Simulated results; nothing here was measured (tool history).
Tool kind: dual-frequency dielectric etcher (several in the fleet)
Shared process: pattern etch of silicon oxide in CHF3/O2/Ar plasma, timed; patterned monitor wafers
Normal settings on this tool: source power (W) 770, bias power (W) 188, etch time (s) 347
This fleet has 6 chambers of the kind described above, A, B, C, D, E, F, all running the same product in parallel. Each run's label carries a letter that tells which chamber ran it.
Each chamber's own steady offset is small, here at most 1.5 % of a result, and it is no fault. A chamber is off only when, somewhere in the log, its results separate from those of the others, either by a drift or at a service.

run   hour  source power (W)  bias power (W)  etch time (s)  hours since the last wet clean  hours since the last source power generator calibration  hours since the last bias power generator calibration  read-back reference wafer on the same gauge, depth_nm  mean etch depth across the wafer (Å)
       5.2  -- chamber C: wet clean of the chamber
 1C    8.1               770             188            347                             3.0                                                   2774.4                                                 1450.0                                                 894.37                                7614.5
 2B   19.7               770             188            347                           437.3                                                   2081.7                                                  495.3                                                 894.42                                7742.8
 3A   32.3               770             188            347                            38.0                                                    571.3                                                 1287.9                                                 894.33                                7678.6
 4E   41.9               770             188            347                           165.0                                                   2354.1                                                 1020.9                                                 894.63                                7675.0
 5D   53.5               770             188            347                           189.5                                                    159.4                                                  694.3                                                 894.69                                7640.4
 6F   63.4               770             188            347                           323.4                                                    155.2                                                 1427.7                                                 894.18                                7683.5
      63.7  -- chamber C: bias power generator calibrated
 7D   77.1               770             188            347                           213.1                                                    183.0                                                  717.9                                                 894.71                                7649.9
      87.0  -- chamber B: wet clean of the chamber
 8C   92.3               770             206            347                            87.2                                                   2858.6                                                   28.7                                                 894.72                                7828.7
 9F  104.1               770             206            347                           364.1                                                    195.9                                                 1468.4                                                 895.16                                7958.5
10E  115.8               770             206            347                           238.9                                                   2428.0                                                 1094.8                                                 894.90                                7923.7
11B  130.6               770             206            347                            43.7                                                   2192.6                                                  606.2                                                 895.17                                7991.2
     137.1  -- chamber C: source power generator calibrated
12A  140.6               770             206            347                           146.3                                                    679.6                                                 1396.2                                                 895.23                                7935.8
13C  153.7               770             206            347                           148.6                                                     16.7                                                   90.1                                                 895.52                                7875.2
14B  162.9               770             188            347                            76.0                                                   2224.9                                                  638.5                                                 895.47                                7759.7
15A  175.8               770             188            347                           181.5                                                    714.8                                                 1431.4                                                 895.85                                7677.9
16F  186.2               770             188            347                           446.2                                                    278.0                                                 1550.5                                                 895.91                                7690.5
17D  199.5               770             154            347                           335.5                                                    305.4                                                  840.3                                                 896.14                                7197.8
18E  208.1               770             154            347                           331.2                                                   2520.3                                                 1187.1                                                 896.30                                7227.0
19B  223.7               770             154            347                           136.8                                                   2285.7                                                  699.3                                                 896.19                                7286.8
20E  239.8               770             154            347                           362.9                                                   2552.0                                                 1218.8                                                 896.55                                7217.6
21A  248.8               770             154            347                           254.5                                                    787.8                                                 1504.4                                                 896.37                                7204.8
22F  256.6               770             154            347                           516.6                                                    348.4                                                 1620.9                                                 896.58                                7218.1
23C  269.8               770             188            347                           264.7                                                    132.8                                                  206.2                                                 896.25                                7614.4
     279.2  -- chamber F: wet clean of the chamber
24D  284.4               770             188            347                           420.4                                                    390.3                                                  925.2                                                 897.00                                7655.4
25C  295.2               770             188            347                           290.1                                                    158.2                                                  231.6                                                 896.73                                7621.1
     296.6  -- chamber A: bias power generator calibrated
26F  302.3               610             219            347                            23.1                                                    394.1                                                 1666.6                                                 896.97                                7438.6
     310.8  -- chamber E: source power generator calibrated
27D  316.2               610             219            347                           452.2                                                    422.1                                                  957.0                                                 897.47                                7391.6
28B  326.7               610             219            347                           239.8                                                   2388.7                                                  802.3                                                 897.47                                7497.6
29A  335.0               610             219            347                           340.7                                                    874.0                                                   38.5                                                 897.49                                7420.7
30E  351.2               610             219            347                           474.3                                                     40.4                                                 1330.2                                                 897.21                                7419.0
31D  366.8               610             219            347                           502.8                                                    472.7                                                 1007.6                                                 897.78                                7411.5
32E  377.2               770             188            347                           500.3                                                     66.4                                                 1356.2                                                 897.80                                7700.7
33A  390.4               620             188            347                           396.1                                                    929.4                                                   93.9                                                 897.93                                7094.2
34F  398.0               620             188            347                           118.8                                                    489.8                                                 1762.3                                                 897.96                                7113.0
35B  410.3               620             188            347                           323.4                                                   2472.3                                                  885.9                                                 897.89                                7176.2
36C  422.1               620             188            347                           417.0                                                    285.1                                                  358.5                                                 898.10                                7030.7
37C  435.1               620             188            347                           430.0                                                    298.1                                                  371.5                                                 898.32                                7017.6
38F  443.5               620             188            347                           164.3                                                    535.3                                                 1807.8                                                 898.39                                7109.3
     449.5  -- chamber A: wet clean of the chamber
39D  456.8               770             188            347                           592.8                                                    562.7                                                 1097.6                                                 898.53                                7659.1
40A  472.7               770             188            347                            23.2                                                   1011.7                                                  176.2                                                 898.86                                7732.4
41B  488.5               770             208            246                           401.6                                                   2550.5                                                  964.1                                                 898.41                                5704.1

All 6 chambers run these settings next. Forecast each chamber's results:
42A  500.0               950             188            347                                                                                                                                                                                                                                            ?
42B  500.0               950             188            347                                                                                                                                                                                                                                            ?
42C  500.0               950             188            347                                                                                                                                                                                                                                            ?
42D  500.0               950             188            347                                                                                                                                                                                                                                            ?
42E  500.0               950             188            347                                                                                                                                                                                                                                            ?
42F  500.0               950             188            347                                                                                                                                                                                                                                            ?

run  mean etch depth across the wafer (Å)
42A                                8378.5
42B                                8441.7
42C                                8287.3
42D                                8320.1
42E                                8378.2
42F                                8393.1
